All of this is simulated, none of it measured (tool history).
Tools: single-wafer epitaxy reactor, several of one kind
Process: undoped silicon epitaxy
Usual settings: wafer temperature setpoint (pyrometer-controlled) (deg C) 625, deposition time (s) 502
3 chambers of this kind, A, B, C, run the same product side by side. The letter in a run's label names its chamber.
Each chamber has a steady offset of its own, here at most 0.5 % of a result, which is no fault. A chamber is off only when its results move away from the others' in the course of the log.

| run | hour | wafer temperature setpoint (pyrometer-controlled) (deg C) | deposition time (s) | hours since the last pyrometer calibration | read-back reference wafer on the same gauge, thickness_nm | mean film thickness on the monitor wafer (nm) |
|---|---|---|---|---|---|---|
| 1A | 4.2 | 625 | 502 | 1137.3 | 48.707 | 48.003 |
| 2C | 8.9 | 625 | 502 | 872.8 | 48.717 | 47.999 |
| 3B | 17.3 | 625 | 502 | 56.6 | 48.698 | 48.507 |
| 4C | 24.9 | 625 | 502 | 888.8 | 48.742 | 47.808 |
| 5B | 33.2 | 625 | 502 | 72.5 | 48.690 | 48.174 |
| 6A | 38.5 | 625 | 502 | 1171.6 | 48.726 | 47.872 |
| 7B | 44.4 | 625 | 502 | 83.7 | 48.692 | 48.122 |
| 8C | 49.4 | 625 | 502 | 913.3 | 48.704 | 47.751 |
| 9A | 56.7 | 625 | 502 | 1189.8 | 48.743 | 47.672 |
| 10C | 64.1 | 625 | 502 | 928.0 | 48.678 | 47.824 |
| 11B | 69.2 | 615 | 409 | 108.5 | 48.697 | 31.202 |
| 12A | 76.8 | 615 | 409 | 1209.9 | 48.728 | 30.842 |
| 13B | 83.6 | 615 | 409 | 122.9 | 48.708 | 31.205 |
| 14C | 90.0 | 625 | 502 | 953.9 | 48.722 | 47.826 |
| 15A | 94.0 | 625 | 502 | 1227.1 | 48.749 | 47.653 |
| 16B | 101.1 | 625 | 502 | 140.4 | 48.661 | 48.298 |
| 17A | 109.6 | 625 | 502 | 1242.7 | 48.709 | 47.329 |
| 18C | 117.7 | 625 | 502 | 981.6 | 48.704 | 47.858 |
| 19A | 125.6 | 625 | 502 | 1258.7 | 48.732 | 47.403 |
| 20C | 132.7 | 625 | 502 | 996.6 | 48.691 | 47.696 |
| 21B | 140.7 | 625 | 502 | 180.0 | 48.652 | 48.326 |
| 22C | 147.8 | 619 | 502 | 1011.7 | 48.725 | 41.503 |

Is one chamber off against the others, does the gauge drift, or is nothing wrong? If a chamber is off, say which, and what the likeliest cause is.

Chamber A drifts away from the others.
Cause: wafer temperature below the value expected at the setpoint (K) = 0.932.

Here are 4 candidates for chamber A's next run, each the usual settings with a change, their results left as question marks. Which one brings its results back in line with what the others give on the usual settings?
In line means no further than this from the other chambers' mean on the usual settings: mean film thickness on the monitor wafer (nm) 0.540
| 23A-1 | 154.0 | 625 | 524 |  |  | ? |
| 23A-2 | 154.0 | 624 | 500 |  |  | ? |
| 23A-3 | 154.0 | 626 | 504 |  |  | ? |
| 23A-4 | 154.0 | 625 | 480 |  |  | ? |

The other chambers' mean on the usual settings: mean film thickness on the monitor wafer (nm) 48.097
| run | mean film thickness on the monitor wafer (nm) |
|---|---|
| 23A-1 | 48.981 |
| 23A-2 | 45.673 |
| 23A-3 | 48.207 |
| 23A-4 | 44.868 |
23A-3 brings the chamber back in line.
